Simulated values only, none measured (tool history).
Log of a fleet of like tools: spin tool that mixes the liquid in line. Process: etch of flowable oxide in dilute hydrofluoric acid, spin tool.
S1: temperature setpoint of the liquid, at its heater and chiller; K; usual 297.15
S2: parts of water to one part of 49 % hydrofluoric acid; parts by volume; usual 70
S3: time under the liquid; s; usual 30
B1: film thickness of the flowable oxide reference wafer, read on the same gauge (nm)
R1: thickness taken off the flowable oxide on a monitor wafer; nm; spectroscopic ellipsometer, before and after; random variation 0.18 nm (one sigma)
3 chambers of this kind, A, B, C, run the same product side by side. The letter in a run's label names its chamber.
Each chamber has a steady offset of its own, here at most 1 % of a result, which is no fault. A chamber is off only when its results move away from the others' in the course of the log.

Run 1C, hour 6.7: usual settings; B1 99.977. Result: R1 19.075 nm.
Run 2B, hour 11.1: usual settings; B1 99.936. Result: R1 19.197 nm.
Run 3A, hour 16.5: usual settings; B1 99.985. Result: R1 19.006 nm.
At hour 18.5: chamber C: thermometer replaced.
Run 4B, hour 23.6: usual settings; B1 99.988. Result: R1 19.181 nm.
Run 5C, hour 28.7: usual settings; B1 100.04. Result: R1 19.071 nm.
Run 6A, hour 33.5: usual settings but S2 40 parts by volume; B1 100.01. Result: R1 34.039 nm.
Run 7B, hour 38.8: usual settings but S2 40 parts by volume; B1 100.01. Result: R1 35.074 nm.
Run 8A, hour 44.6: usual settings but S2 40 parts by volume; B1 99.997. Result: R1 34.336 nm.
Run 9C, hour 48.8: usual settings; B1 100.01. Result: R1 19.218 nm.
Run 10C, hour 55.7: usual settings; B1 99.954. Result: R1 19.08 nm.
Run 11B, hour 61.7: usual settings; B1 100.03. Result: R1 19.036 nm.
Run 12A, hour 69.1: usual settings but S2 55 parts by volume; B1 100.02. Result: R1 24.239 nm.
Run 13C, hour 75: usual settings but S2 55 parts by volume; B1 100. Result: R1 25.239 nm.
At hour 79.3: chamber A: thermometer replaced.
Run 14A, hour 81.3: usual settings but S2 55 parts by volume; B1 100.04. Result: R1 25.017 nm.
Run 15B, hour 84.8: usual settings; B1 100.01. Result: R1 19.058 nm.
Run 16A, hour 92.4: usual settings; B1 99.963. Result: R1 19.444 nm.
Run 17B, hour 96.5: usual settings; B1 99.957. Result: R1 19.202 nm.
Run 18C, hour 100.4: usual settings; B1 100.01. Result: R1 19.558 nm.
Run 19C, hour 106.6: usual settings; B1 100.01. Result: R1 19.704 nm.
Run 20B, hour 112.6: usual settings; B1 99.974. Result: R1 18.841 nm.
Run 21A, hour 116.3: usual settings; B1 100.01. Result: R1 19.026 nm.
Run 22C, hour 123.4: usual settings; B1 99.993. Result: R1 19.88 nm.
Run 23B, hour 130.9: usual settings; B1 99.963. Result: R1 19.017 nm.
Run 24A, hour 137.1: usual settings but S1 293.65 K, S2 50 parts by volume; B1 100.01. Result: R1 23.919 nm.
Run 25C, hour 144.3: usual settings but S1 293.65 K, S2 50 parts by volume; B1 100.02. Result: R1 25.266 nm.
Run 26A, hour 149.7: usual settings but S1 293.65 K, S2 50 parts by volume; B1 99.995. Result: R1 23.515 nm.
Run 27B, hour 154.9: usual settings; B1 99.979. Result: R1 19.088 nm.
Run 28A, hour 158.3: usual settings; B1 100.01. Result: R1 19.443 nm.
Run 29B, hour 165.1: usual settings; B1 99.988. Result: R1 19.004 nm.
Run 30C, hour 169.9: usual settings; B1 100. Result: R1 20.561 nm.
Run 31B, hour 174.2: usual settings; B1 100.01. Result: R1 18.946 nm.
Run 32C, hour 177.6: usual settings; B1 100. Result: R1 20.561 nm.
Run 33A, hour 184.2: usual settings; B1 100.01. Result: R1 19.11 nm.
Run 34B, hour 190.1: usual settings but S2 90 parts by volume; B1 100.03. Result: R1 14.484 nm.
Run 35C, hour 195.1: usual settings but S2 90 parts by volume; B1 99.993. Result: R1 15.665 nm.
Run 36A, hour 202.9: usual settings but S2 90 parts by volume; B1 100.01. Result: R1 14.665 nm.
Run 37C, hour 206.5: usual settings but S1 301.15 K, S2 95 parts by volume; B1 99.98. Result: R1 17.191 nm.
Run 38B, hour 213.6: usual settings but S1 301.15 K, S2 95 parts by volume; B1 100.02. Result: R1 15.735 nm.
Run 39A, hour 217.4: usual settings but S1 301.15 K, S2 95 parts by volume; B1 100.02. Result: R1 16.215 nm.
Run 40A, hour 224.4: usual settings; B1 100.01. Result: R1 19.305 nm.
Run 41C, hour 230.3: usual settings; B1 100.03. Result: R1 21.105 nm.
Run 42B, hour 237.1: usual settings; B1 100.01. Result: R1 19.296 nm.

What goes on in this fleet: one chamber off, a drifting gauge, or nothing beyond the chambers' own small offsets? Name the chamber and the cause, if any.

Chamber C drifts away from the others.
Cause: hydrofluoric acid flow above the setpoint (%) = 10.7.
The log may not tell that from: liquid hotter than its thermometer reads (K).

Here are 4 candidates for chamber C's next run, each the usual settings with a change, their results left as question marks. Which one brings its results back in line with what the others give on the usual settings?
In line means no further than this from the other chambers' mean on the usual settings: R1 0.62 nm
Run 43C-1, hour 242.6: usual settings but S1 293.15 K. Result: R1 ?.
Run 43C-2, hour 242.6: usual settings but S1 299.65 K. Result: R1 ?.
Run 43C-3, hour 242.6: usual settings but S3 35 s. Result: R1 ?.
Run 43C-4, hour 242.6: usual settings but S1 294.65 K. Result: R1 ?.

The other chambers' mean on the usual settings: R1 19.161 nm
  run      R1
43C-1  18.083
43C-2  23.507
43C-3  24.835
43C-4  19.229
43C-4 brings the chamber back in line.
